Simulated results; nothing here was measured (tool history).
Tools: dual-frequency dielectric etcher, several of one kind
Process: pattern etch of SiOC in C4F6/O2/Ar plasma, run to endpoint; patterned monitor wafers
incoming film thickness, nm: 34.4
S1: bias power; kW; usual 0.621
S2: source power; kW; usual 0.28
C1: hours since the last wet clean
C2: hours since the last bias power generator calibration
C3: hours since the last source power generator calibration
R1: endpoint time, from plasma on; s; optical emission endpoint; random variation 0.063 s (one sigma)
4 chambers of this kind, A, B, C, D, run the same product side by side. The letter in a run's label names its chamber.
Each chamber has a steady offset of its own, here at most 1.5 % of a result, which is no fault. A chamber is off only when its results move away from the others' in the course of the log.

run   hour     S1    S2     C1      C2      C3      R1
 1B    6.2  0.621  0.28  354.4   768.8   694.2  12.082
 2D   18.9  0.621  0.28  411.8  1061.1   497.7  12.266
      27.6  -- chamber C: wet clean of the chamber
 3A   30.7  0.621  0.28  272.3  2711.8   244.1  12.257
 4C   36.8  0.621  0.28    9.2   844.1  2086.4  12.276
 5B   45.4  0.621  0.28  393.6     808   733.4  12.152
 6A   56.2  0.621  0.28  297.8  2737.3   269.6   12.17
 7C   64.6  0.621  0.28     37   871.9  2114.2  12.293
 8D   76.2  0.621  0.28  469.1  1118.4     555  12.132
 9B   86.8  0.621  0.28    435   849.4   774.8  12.068
10A   93.2  0.621  0.28  334.8  2774.3   306.6  12.259
11D  102.6  0.621  0.28  495.5  1144.8   581.4  12.266
12C  111.8  0.706  0.28   84.2   919.1  2161.4  11.585
13C  118.7  0.706  0.28   91.1     926  2168.3  11.582
14B  124.7  0.706  0.28  472.9   887.3   812.7  11.444
15A  136.2  0.706  0.28  377.8  2817.3   349.6  11.658
16D    144  0.621  0.28  536.9  1186.2   622.8  12.308
17B  155.7  0.621  0.28  503.9   918.3   843.7  12.047
18A  165.3  0.621  0.28  406.9  2846.4   378.7  12.165
19C  173.6  0.621  0.28    146   980.9  2223.2  12.348
     175.3  -- chamber D: wet clean of the chamber
20D  186.3  0.559  0.26   11.1  1228.5   665.1  13.058
21A  198.3  0.559  0.26  439.9  2879.4   411.7   13.13
     203.1  -- chamber A: wet clean of the chamber
22B  208.4  0.559  0.26  556.6     971   896.4  13.027
23C  216.5  0.559  0.26  188.9  1023.8  2266.1  13.023
24D  224.6  0.716  0.25   49.4  1266.8   703.4  12.099
25D  236.5  0.716  0.25   61.3  1278.7   715.3  12.152
26C  246.7  0.716  0.25  219.1    1054  2296.3  12.072
27A    259  0.716  0.25   55.9  2940.1   472.4  11.953
28B  268.7  0.621  0.28  616.9  1031.3   956.7  12.085
29C  279.4  0.621  0.28  251.8  1086.7    2329  12.327
30B  289.3  0.621  0.28  637.5  1051.9   977.3  12.035
31D  300.6  0.621  0.31  125.4  1342.8   779.4  11.723
32A  310.1  0.621  0.31    107  2991.2   523.5  11.696
33D  319.8  0.621  0.31  144.6    1362   798.6  11.874

All 4 chambers run these settings next. Forecast each chamber's results:
34A  329.1  0.675  0.28               ?
34B  329.1  0.675  0.28               ?
34C  329.1  0.675  0.28               ?
34D  329.1  0.675  0.28               ?

run      R1
34A  11.927
34B  11.674
34C  11.757
34D  11.877

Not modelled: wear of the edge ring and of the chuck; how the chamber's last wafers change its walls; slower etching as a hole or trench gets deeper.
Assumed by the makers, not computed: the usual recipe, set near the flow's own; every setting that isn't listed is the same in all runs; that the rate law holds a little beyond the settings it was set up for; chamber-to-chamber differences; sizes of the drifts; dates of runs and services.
